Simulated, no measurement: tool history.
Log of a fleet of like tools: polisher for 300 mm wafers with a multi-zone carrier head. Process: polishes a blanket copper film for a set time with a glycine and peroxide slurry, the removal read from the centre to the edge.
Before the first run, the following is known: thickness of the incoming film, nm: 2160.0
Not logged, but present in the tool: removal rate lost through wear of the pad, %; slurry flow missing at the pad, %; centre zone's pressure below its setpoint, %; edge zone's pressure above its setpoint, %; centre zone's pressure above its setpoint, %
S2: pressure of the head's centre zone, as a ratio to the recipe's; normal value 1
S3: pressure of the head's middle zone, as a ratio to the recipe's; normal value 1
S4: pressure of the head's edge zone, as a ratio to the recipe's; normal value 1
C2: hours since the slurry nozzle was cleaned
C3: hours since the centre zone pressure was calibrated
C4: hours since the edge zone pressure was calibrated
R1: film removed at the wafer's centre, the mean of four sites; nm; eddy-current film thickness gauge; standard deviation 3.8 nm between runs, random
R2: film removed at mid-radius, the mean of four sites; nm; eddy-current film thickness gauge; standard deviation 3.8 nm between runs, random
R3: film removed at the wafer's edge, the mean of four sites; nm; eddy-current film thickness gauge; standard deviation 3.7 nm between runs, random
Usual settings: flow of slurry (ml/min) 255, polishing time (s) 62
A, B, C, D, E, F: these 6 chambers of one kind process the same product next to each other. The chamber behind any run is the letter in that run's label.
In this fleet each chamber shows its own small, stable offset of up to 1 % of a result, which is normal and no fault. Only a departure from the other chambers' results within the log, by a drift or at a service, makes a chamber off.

{"run": "1D", "day": 0.104, "flow of slurry (ml/min)": 255, "S2": 1, "S3": 1, "S4": 1, "polishing time (s)": 62, "wafers polished on this pad": 635, "C2": 164.6, "C3": 707.1, "C4": 1068.7, "R1": 290.86, "R2": 292.96, "R3": 297.78}
{"run": "2F", "day": 0.254, "flow of slurry (ml/min)": 255, "S2": 1, "S3": 1, "S4": 1, "polishing time (s)": 62, "wafers polished on this pad": 983, "C2": 669.3, "C3": 467.7, "C4": 173.4, "R1": 289.46, "R2": 298.13, "R3": 298.15}
{"day": 0.271, "done": "chamber C: worn pad replaced by a new one"}
{"day": 0.308, "done": "chamber B: worn pad replaced by a new one"}
{"run": "3E", "day": 0.458, "flow of slurry (ml/min)": 255, "S2": 1, "S3": 1, "S4": 1, "polishing time (s)": 62, "wafers polished on this pad": 805, "C2": 111.7, "C3": 139.1, "C4": 636.3, "R1": 297, "R2": 285.77, "R3": 291.76}
{"run": "4B", "day": 0.6, "flow of slurry (ml/min)": 255, "S2": 1, "S3": 1, "S4": 1, "polishing time (s)": 62, "wafers polished on this pad": 77, "C2": 414.5, "C3": 628.4, "C4": 527.9, "R1": 293.74, "R2": 301.54, "R3": 281.74}
{"run": "5A", "day": 0.733, "flow of slurry (ml/min)": 255, "S2": 1, "S3": 1, "S4": 1, "polishing time (s)": 62, "wafers polished on this pad": 357, "C2": 136.1, "C3": 500.9, "C4": 479.7, "R1": 289.19, "R2": 294.89, "R3": 297.87}
{"run": "6C", "day": 0.829, "flow of slurry (ml/min)": 330, "S2": 1, "S3": 1, "S4": 0.92, "polishing time (s)": 62, "wafers polished on this pad": 146, "C2": 277.2, "C3": 96.3, "C4": 709.5, "R1": 300.61, "R2": 307.57, "R3": 290.31}
{"run": "7C", "day": 1.021, "flow of slurry (ml/min)": 330, "S2": 1, "S3": 1, "S4": 0.92, "polishing time (s)": 62, "wafers polished on this pad": 197, "C2": 281.8, "C3": 100.9, "C4": 714.1, "R1": 300.57, "R2": 301.53, "R3": 285.38}
{"run": "8B", "day": 1.167, "flow of slurry (ml/min)": 330, "S2": 1, "S3": 1, "S4": 0.92, "polishing time (s)": 62, "wafers polished on this pad": 226, "C2": 428.1, "C3": 642, "C4": 541.5, "R1": 307.04, "R2": 305.36, "R3": 282.99}
{"run": "9D", "day": 1.325, "flow of slurry (ml/min)": 330, "S2": 1, "S3": 1, "S4": 0.92, "polishing time (s)": 62, "wafers polished on this pad": 955, "C2": 193.9, "C3": 736.4, "C4": 1098, "R1": 302.43, "R2": 305.05, "R3": 291.53}
{"run": "10A", "day": 1.433, "flow of slurry (ml/min)": 330, "S2": 1, "S3": 1, "S4": 0.92, "polishing time (s)": 62, "wafers polished on this pad": 541, "C2": 152.9, "C3": 517.7, "C4": 496.5, "R1": 299.17, "R2": 303.31, "R3": 290.25}
{"day": 1.533, "done": "chamber F: worn pad replaced by a new one"}
{"run": "11F", "day": 1.567, "flow of slurry (ml/min)": 330, "S2": 1, "S3": 1, "S4": 0.92, "polishing time (s)": 62, "wafers polished on this pad": 9, "C2": 700.8, "C3": 499.2, "C4": 204.9, "R1": 292.61, "R2": 300.2, "R3": 284.22}
{"run": "12E", "day": 1.742, "flow of slurry (ml/min)": 255, "S2": 1, "S3": 1, "S4": 1, "polishing time (s)": 62, "wafers polished on this pad": 1142, "C2": 142.5, "C3": 169.9, "C4": 667.1, "R1": 299.03, "R2": 287.38, "R3": 292.75}
{"run": "13A", "day": 1.833, "flow of slurry (ml/min)": 255, "S2": 1, "S3": 1, "S4": 1, "polishing time (s)": 62, "wafers polished on this pad": 646, "C2": 162.5, "C3": 527.3, "C4": 506.1, "R1": 291.41, "R2": 297.16, "R3": 298.19}
{"run": "14B", "day": 1.938, "flow of slurry (ml/min)": 255, "S2": 1, "S3": 1, "S4": 1, "polishing time (s)": 62, "wafers polished on this pad": 428, "C2": 446.6, "C3": 660.5, "C4": 560, "R1": 291.28, "R2": 298.02, "R3": 293.2}
{"run": "15C", "day": 2.088, "flow of slurry (ml/min)": 255, "S2": 1, "S3": 1, "S4": 1, "polishing time (s)": 62, "wafers polished on this pad": 477, "C2": 307.4, "C3": 126.5, "C4": 739.7, "R1": 292.06, "R2": 292.71, "R3": 295.3}
{"day": 2.271, "done": "chamber E: worn pad replaced by a new one"}
{"run": "16F", "day": 2.271, "flow of slurry (ml/min)": 255, "S2": 1, "S3": 1, "S4": 1, "polishing time (s)": 62, "wafers polished on this pad": 194, "C2": 717.7, "C3": 516.1, "C4": 221.8, "R1": 298.5, "R2": 296.72, "R3": 292.12}
{"run": "17E", "day": 2.458, "flow of slurry (ml/min)": 255, "S2": 1, "S3": 1, "S4": 1, "polishing time (s)": 62, "wafers polished on this pad": 49, "C2": 159.7, "C3": 187.1, "C4": 684.3, "R1": 294.05, "R2": 288.36, "R3": 284.27}
{"day": 2.546, "done": "chamber C: worn pad replaced by a new one"}
{"run": "18D", "day": 2.638, "flow of slurry (ml/min)": 255, "S2": 1, "S3": 1, "S4": 1, "polishing time (s)": 62, "wafers polished on this pad": 1300, "C2": 225.4, "C3": 767.9, "C4": 1129.5, "R1": 291.05, "R2": 295.24, "R3": 294.69}
{"day": 2.725, "done": "chamber D: worn pad replaced by a new one"}
{"run": "19C", "day": 2.792, "flow of slurry (ml/min)": 255, "S2": 1, "S3": 1, "S4": 1, "polishing time (s)": 62, "wafers polished on this pad": 65, "C2": 324.3, "C3": 143.4, "C4": 756.6, "R1": 287.25, "R2": 296.6, "R3": 291.7}
{"day": 2.879, "done": "chamber B: slurry nozzle cleaned"}
{"run": "20D", "day": 2.979, "flow of slurry (ml/min)": 255, "S2": 1, "S3": 1, "S4": 1, "polishing time (s)": 62, "wafers polished on this pad": 67, "C2": 233.6, "C3": 776.1, "C4": 1137.7, "R1": 294.59, "R2": 296.62, "R3": 291.05}
{"run": "21F", "day": 3.096, "flow of slurry (ml/min)": 255, "S2": 1, "S3": 1, "S4": 1, "polishing time (s)": 62, "wafers polished on this pad": 410, "C2": 737.5, "C3": 535.9, "C4": 241.6, "R1": 293.9, "R2": 285.4, "R3": 290.61}
{"run": "22B", "day": 3.296, "flow of slurry (ml/min)": 255, "S2": 1, "S3": 1, "S4": 1, "polishing time (s)": 62, "wafers polished on this pad": 784, "C2": 10, "C3": 693.1, "C4": 592.6, "R1": 296.16, "R2": 296.31, "R3": 294.48}
{"day": 3.362, "done": "chamber A: worn pad replaced by a new one"}
{"run": "23E", "day": 3.446, "flow of slurry (ml/min)": 255, "S2": 1, "S3": 1, "S4": 1, "polishing time (s)": 62, "wafers polished on this pad": 308, "C2": 183.4, "C3": 210.8, "C4": 708, "R1": 299.16, "R2": 286.58, "R3": 291.53}
{"run": "24A", "day": 3.558, "flow of slurry (ml/min)": 255, "S2": 1, "S3": 1, "S4": 1, "polishing time (s)": 62, "wafers polished on this pad": 51, "C2": 203.9, "C3": 568.7, "C4": 547.5, "R1": 296.89, "R2": 294.17, "R3": 294.54}
{"run": "25B", "day": 3.683, "flow of slurry (ml/min)": 255, "S2": 1, "S3": 1, "S4": 0.94, "polishing time (s)": 62, "wafers polished on this pad": 886, "C2": 19.3, "C3": 702.4, "C4": 601.9, "R1": 297.6, "R2": 295.96, "R3": 277.87}
{"run": "26D", "day": 3.862, "flow of slurry (ml/min)": 255, "S2": 1, "S3": 1, "S4": 0.94, "polishing time (s)": 62, "wafers polished on this pad": 299, "C2": 254.8, "C3": 797.3, "C4": 1158.9, "R1": 294.86, "R2": 300.48, "R3": 288.74}
{"run": "27A", "day": 4.058, "flow of slurry (ml/min)": 255, "S2": 1, "S3": 1, "S4": 0.94, "polishing time (s)": 62, "wafers polished on this pad": 183, "C2": 215.9, "C3": 580.7, "C4": 559.5, "R1": 293.25, "R2": 303.17, "R3": 290.59}
{"run": "28E", "day": 4.158, "flow of slurry (ml/min)": 255, "S2": 1, "S3": 1, "S4": 0.94, "polishing time (s)": 62, "wafers polished on this pad": 495, "C2": 200.5, "C3": 227.9, "C4": 725.1, "R1": 296.42, "R2": 294.12, "R3": 289.28}
{"run": "29C", "day": 4.312, "flow of slurry (ml/min)": 255, "S2": 1, "S3": 1, "S4": 0.94, "polishing time (s)": 62, "wafers polished on this pad": 464, "C2": 360.8, "C3": 179.9, "C4": 793.1, "R1": 282.35, "R2": 277.77, "R3": 280.37}
{"day": 4.404, "done": "chamber B: worn pad replaced by a new one"}
{"run": "30F", "day": 4.454, "flow of slurry (ml/min)": 255, "S2": 1, "S3": 1, "S4": 0.94, "polishing time (s)": 62, "wafers polished on this pad": 767, "C2": 770.1, "C3": 568.5, "C4": 274.2, "R1": 302.61, "R2": 294.37, "R3": 286.24}
{"run": "31A", "day": 4.617, "flow of slurry (ml/min)": 255, "S2": 1, "S3": 1, "S4": 1, "polishing time (s)": 62, "wafers polished on this pad": 329, "C2": 229.3, "C3": 594.1, "C4": 572.9, "R1": 296.81, "R2": 285.48, "R3": 296.04}
{"run": "32C", "day": 4.779, "flow of slurry (ml/min)": 255, "S2": 1, "S3": 1.09, "S4": 1, "polishing time (s)": 62, "wafers polished on this pad": 586, "C2": 372, "C3": 191.1, "C4": 804.3, "R1": 281.48, "R2": 304.19, "R3": 289.34}
{"day": 4.858, "done": "chamber C: worn pad replaced by a new one"}
{"run": "33E", "day": 4.925, "flow of slurry (ml/min)": 255, "S2": 1, "S3": 1.09, "S4": 1, "polishing time (s)": 62, "wafers polished on this pad": 697, "C2": 218.9, "C3": 246.3, "C4": 743.5, "R1": 289.23, "R2": 318.25, "R3": 292.15}
{"run": "34D", "day": 5.083, "flow of slurry (ml/min)": 255, "S2": 1, "S3": 1.09, "S4": 1, "polishing time (s)": 62, "wafers polished on this pad": 620, "C2": 284.1, "C3": 826.6, "C4": 1188.2, "R1": 297.47, "R2": 326.05, "R3": 293.92}
{"run": "35B", "day": 5.208, "flow of slurry (ml/min)": 255, "S2": 1, "S3": 1.09, "S4": 1, "polishing time (s)": 62, "wafers polished on this pad": 211, "C2": 55.9, "C3": 739, "C4": 638.5, "R1": 297.62, "R2": 316.97, "R3": 294.44}
{"run": "36F", "day": 5.388, "flow of slurry (ml/min)": 255, "S2": 1, "S3": 1.09, "S4": 1, "polishing time (s)": 62, "wafers polished on this pad": 1012, "C2": 792.5, "C3": 590.9, "C4": 296.6, "R1": 293.31, "R2": 323.88, "R3": 289.54}
{"run": "37D", "day": 5.517, "flow of slurry (ml/min)": 255, "S2": 1, "S3": 1.09, "S4": 1, "polishing time (s)": 62, "wafers polished on this pad": 733, "C2": 294.5, "C3": 837, "C4": 1198.6, "R1": 290.42, "R2": 320.4, "R3": 285.49}
{"run": "38C", "day": 5.617, "flow of slurry (ml/min)": 255, "S2": 1, "S3": 1, "S4": 1, "polishing time (s)": 62, "wafers polished on this pad": 199, "C2": 392.1, "C3": 211.2, "C4": 824.4, "R1": 273.19, "R2": 280.4, "R3": 279.78}

All 6 chambers run these settings next. Forecast each chamber's results:
{"run": "39A", "day": 5.762, "flow of slurry (ml/min)": 255, "S2": 1, "S3": 1, "S4": 1, "polishing time (s)": 62, "R1": "?", "R2": "?", "R3": "?"}
{"run": "39B", "day": 5.762, "flow of slurry (ml/min)": 255, "S2": 1, "S3": 1, "S4": 1, "polishing time (s)": 62, "R1": "?", "R2": "?", "R3": "?"}
{"run": "39C", "day": 5.762, "flow of slurry (ml/min)": 255, "S2": 1, "S3": 1, "S4": 1, "polishing time (s)": 62, "R1": "?", "R2": "?", "R3": "?"}
{"run": "39D", "day": 5.762, "flow of slurry (ml/min)": 255, "S2": 1, "S3": 1, "S4": 1, "polishing time (s)": 62, "R1": "?", "R2": "?", "R3": "?"}
{"run": "39E", "day": 5.762, "flow of slurry (ml/min)": 255, "S2": 1, "S3": 1, "S4": 1, "polishing time (s)": 62, "R1": "?", "R2": "?", "R3": "?"}
{"run": "39F", "day": 5.762, "flow of slurry (ml/min)": 255, "S2": 1, "S3": 1, "S4": 1, "polishing time (s)": 62, "R1": "?", "R2": "?", "R3": "?"}

run=39A R1=291.1 R2=297.81 R3=296.49
run=39B R1=291.55 R2=294.25 R3=293.05
run=39C R1=272.13 R2=276.26 R3=282.86
run=39D R1=296 R2=293.01 R3=296.21
run=39E R1=289.45 R2=292.66 R3=292.91
run=39F R1=290.23 R2=294.99 R3=298.07
